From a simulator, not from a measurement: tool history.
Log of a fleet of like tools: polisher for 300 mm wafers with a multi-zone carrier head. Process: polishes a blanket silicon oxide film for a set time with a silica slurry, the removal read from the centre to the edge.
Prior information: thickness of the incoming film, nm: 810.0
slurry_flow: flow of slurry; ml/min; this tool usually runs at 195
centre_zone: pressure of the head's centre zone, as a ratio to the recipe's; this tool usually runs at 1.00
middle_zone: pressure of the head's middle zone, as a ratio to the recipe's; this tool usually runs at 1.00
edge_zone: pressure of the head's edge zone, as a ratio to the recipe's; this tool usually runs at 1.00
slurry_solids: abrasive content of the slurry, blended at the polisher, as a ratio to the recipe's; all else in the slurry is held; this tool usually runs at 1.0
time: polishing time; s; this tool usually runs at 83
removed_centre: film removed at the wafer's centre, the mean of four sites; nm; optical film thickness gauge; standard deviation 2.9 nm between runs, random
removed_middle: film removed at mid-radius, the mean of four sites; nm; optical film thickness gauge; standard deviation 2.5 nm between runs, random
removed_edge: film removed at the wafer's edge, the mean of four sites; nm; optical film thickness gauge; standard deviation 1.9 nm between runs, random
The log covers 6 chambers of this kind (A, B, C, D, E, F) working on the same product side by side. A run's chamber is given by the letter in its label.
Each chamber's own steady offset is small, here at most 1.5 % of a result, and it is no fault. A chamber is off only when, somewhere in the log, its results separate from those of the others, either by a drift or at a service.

At hour 2.3: chamber B: worn pad replaced by a new one.
At hour 6.6: chamber E: worn pad replaced by a new one.
At hour 7.0: chamber C: edge zone pressure recalibrated.
Run 1E, hour 9.1: usual settings. Result: removed_centre 231.65 nm, removed_middle 228.16 nm, removed_edge 226.87 nm.
Run 2D, hour 16.3: usual settings. Result: removed_centre 232.85 nm, removed_middle 226.62 nm, removed_edge 229.19 nm.
At hour 18.3: chamber E: edge zone pressure recalibrated.
Run 3A, hour 20.6: usual settings. Result: removed_centre 230.35 nm, removed_middle 229.54 nm, removed_edge 230.45 nm.
At hour 22.2: chamber A: worn pad replaced by a new one.
At hour 25.7: chamber F: worn pad replaced by a new one.
At hour 27.6: chamber A: edge zone pressure recalibrated.
Run 4C, hour 29.4: usual settings. Result: removed_centre 227.72 nm, removed_middle 230.03 nm, removed_edge 227.42 nm.
Run 5F, hour 38.0: usual settings. Result: removed_centre 237.36 nm, removed_middle 228.86 nm, removed_edge 229.27 nm.
Run 6B, hour 45.6: usual settings. Result: removed_centre 230.69 nm, removed_middle 224.24 nm, removed_edge 227.70 nm.
Run 7B, hour 50.9: usual settings but centre_zone 1.04, edge_zone 1.05. Result: removed_centre 235.34 nm, removed_middle 225.78 nm, removed_edge 233.31 nm.
At hour 53.8: chamber B: slurry nozzle cleaned.
Run 8D, hour 56.8: usual settings but centre_zone 1.04, edge_zone 1.05. Result: removed_centre 238.12 nm, removed_middle 225.10 nm, removed_edge 238.07 nm.
At hour 56.9: chamber B: worn pad replaced by a new one.
At hour 58.9: chamber C: worn pad replaced by a new one.
Run 9E, hour 64.6: usual settings but centre_zone 1.04, edge_zone 1.05. Result: removed_centre 236.87 nm, removed_middle 233.49 nm, removed_edge 236.10 nm.
At hour 67.0: chamber D: worn pad replaced by a new one.
Run 10C, hour 71.1: usual settings but centre_zone 1.04, edge_zone 1.05. Result: removed_centre 238.01 nm, removed_middle 226.62 nm, removed_edge 235.84 nm.
Run 11A, hour 79.7: usual settings but centre_zone 1.04, edge_zone 1.05. Result: removed_centre 238.16 nm, removed_middle 229.80 nm, removed_edge 234.94 nm.
Run 12F, hour 86.6: usual settings but centre_zone 1.04, edge_zone 1.05. Result: removed_centre 240.01 nm, removed_middle 228.13 nm, removed_edge 234.14 nm.
At hour 87.9: chamber A: worn pad replaced by a new one.
At hour 90.9: chamber F: centre zone pressure recalibrated.
Run 13B, hour 93.1: usual settings. Result: removed_centre 225.73 nm, removed_middle 231.22 nm, removed_edge 224.00 nm.
At hour 95.9: chamber F: slurry nozzle cleaned.
Run 14D, hour 98.2: usual settings. Result: removed_centre 225.45 nm, removed_middle 226.50 nm, removed_edge 229.72 nm.
Run 15A, hour 105.1: usual settings. Result: removed_centre 235.50 nm, removed_middle 231.79 nm, removed_edge 225.72 nm.
At hour 106.2: chamber F: worn pad replaced by a new one.
Run 16E, hour 114.3: usual settings. Result: removed_centre 230.25 nm, removed_middle 231.45 nm, removed_edge 227.11 nm.
At hour 116.7: chamber B: worn pad replaced by a new one.
Run 17C, hour 122.1: usual settings. Result: removed_centre 225.36 nm, removed_middle 227.50 nm, removed_edge 230.17 nm.
At hour 128.3: chamber E: worn pad replaced by a new one.
Run 18F, hour 131.0: usual settings but centre_zone 1.07, middle_zone 1.10. Result: removed_centre 248.99 nm, removed_middle 245.83 nm, removed_edge 228.07 nm.
Run 19C, hour 135.4: usual settings but centre_zone 1.07, middle_zone 1.10. Result: removed_centre 245.73 nm, removed_middle 250.66 nm, removed_edge 231.41 nm.
Run 20F, hour 142.9: usual settings but centre_zone 1.07, middle_zone 1.10. Result: removed_centre 247.32 nm, removed_middle 250.60 nm, removed_edge 229.37 nm.
At hour 143.6: chamber C: worn pad replaced by a new one.
Run 21A, hour 147.9: usual settings but centre_zone 1.07, middle_zone 1.10. Result: removed_centre 241.80 nm, removed_middle 251.94 nm, removed_edge 232.12 nm.
Run 22D, hour 153.9: usual settings but centre_zone 1.07, middle_zone 1.10. Result: removed_centre 250.22 nm, removed_middle 249.66 nm, removed_edge 228.77 nm.
At hour 159.3: chamber A: worn pad replaced by a new one.
Run 23B, hour 163.1: usual settings but centre_zone 1.07, middle_zone 1.10. Result: removed_centre 245.03 nm, removed_middle 252.09 nm, removed_edge 226.35 nm.
At hour 164.3: chamber D: worn pad replaced by a new one.
Run 24E, hour 167.7: usual settings but middle_zone 1.07. Result: removed_centre 226.57 nm, removed_middle 246.38 nm, removed_edge 225.66 nm.
At hour 168.6: chamber B: worn pad replaced by a new one.
Run 25B, hour 175.5: usual settings but middle_zone 1.07. Result: removed_centre 228.79 nm, removed_middle 246.23 nm, removed_edge 226.02 nm.
At hour 176.8: chamber F: worn pad replaced by a new one.
At hour 181.4: chamber D: slurry nozzle cleaned.
Run 26C, hour 183.7: usual settings but middle_zone 1.07. Result: removed_centre 232.91 nm, removed_middle 243.33 nm, removed_edge 229.42 nm.
Run 27F, hour 190.7: usual settings but middle_zone 1.07. Result: removed_centre 231.59 nm, removed_middle 243.31 nm, removed_edge 227.39 nm.
Run 28D, hour 195.5: usual settings but middle_zone 1.07. Result: removed_centre 232.88 nm, removed_middle 243.08 nm, removed_edge 230.42 nm.
Run 29E, hour 201.8: usual settings but middle_zone 1.07. Result: removed_centre 225.83 nm, removed_middle 245.92 nm, removed_edge 224.50 nm.
At hour 203.9: chamber C: centre zone pressure recalibrated.
Run 30A, hour 205.8: usual settings but edge_zone 1.11. Result: removed_centre 227.63 nm, removed_middle 230.90 nm, removed_edge 241.85 nm.
Run 31F, hour 212.7: usual settings but edge_zone 1.11. Result: removed_centre 225.57 nm, removed_middle 229.74 nm, removed_edge 241.17 nm.
Run 32E, hour 216.7: usual settings but edge_zone 1.11. Result: removed_centre 227.90 nm, removed_middle 231.28 nm, removed_edge 238.76 nm.
At hour 220.3: chamber C: worn pad replaced by a new one.
Run 33C, hour 224.1: usual settings but edge_zone 1.11. Result: removed_centre 229.07 nm, removed_middle 224.97 nm, removed_edge 239.53 nm.
At hour 226.2: chamber B: worn pad replaced by a new one.
At hour 230.5: chamber A: worn pad replaced by a new one.
Run 34D, hour 231.2: usual settings but edge_zone 1.11. Result: removed_centre 226.46 nm, removed_middle 227.22 nm, removed_edge 245.66 nm.
Run 35B, hour 239.1: usual settings but edge_zone 1.11. Result: removed_centre 231.83 nm, removed_middle 231.51 nm, removed_edge 236.03 nm.
At hour 243.7: chamber D: worn pad replaced by a new one.
Run 36A, hour 246.6: usual settings. Result: removed_centre 234.72 nm, removed_middle 227.14 nm, removed_edge 228.99 nm.
At hour 248.3: chamber F: worn pad replaced by a new one.
At hour 253.2: chamber E: worn pad replaced by a new one.
At hour 253.9: chamber A: centre zone pressure recalibrated.
Run 37F, hour 254.1: usual settings. Result: removed_centre 232.66 nm, removed_middle 228.04 nm, removed_edge 232.65 nm.
Run 38A, hour 258.2: usual settings but centre_zone 1.05, slurry_solids 1.2. Result: removed_centre 256.28 nm, removed_middle 247.60 nm, removed_edge 248.56 nm.
Run 39C, hour 262.5: usual settings but centre_zone 1.05, slurry_solids 1.2. Result: removed_centre 261.38 nm, removed_middle 242.44 nm, removed_edge 247.80 nm.
Run 40E, hour 266.8: usual settings but centre_zone 1.05, slurry_solids 1.2. Result: removed_centre 261.08 nm, removed_middle 240.94 nm, removed_edge 244.13 nm.
Run 41D, hour 272.8: usual settings but centre_zone 1.05, slurry_solids 1.2. Result: removed_centre 264.03 nm, removed_middle 249.16 nm, removed_edge 253.42 nm.
Run 42B, hour 276.9: usual settings but centre_zone 1.05, slurry_solids 1.2. Result: removed_centre 255.89 nm, removed_middle 251.04 nm, removed_edge 245.36 nm.
Run 43F, hour 281.8: usual settings but centre_zone 1.05, slurry_solids 1.2. Result: removed_centre 260.13 nm, removed_middle 249.49 nm, removed_edge 245.33 nm.

Is one chamber off against the others, does the gauge drift, or is nothing wrong? If a chamber is off, say which, and what the likeliest cause is.

No chamber is off and the gauge is stable; the differences are just each chamber's small, constant offset.
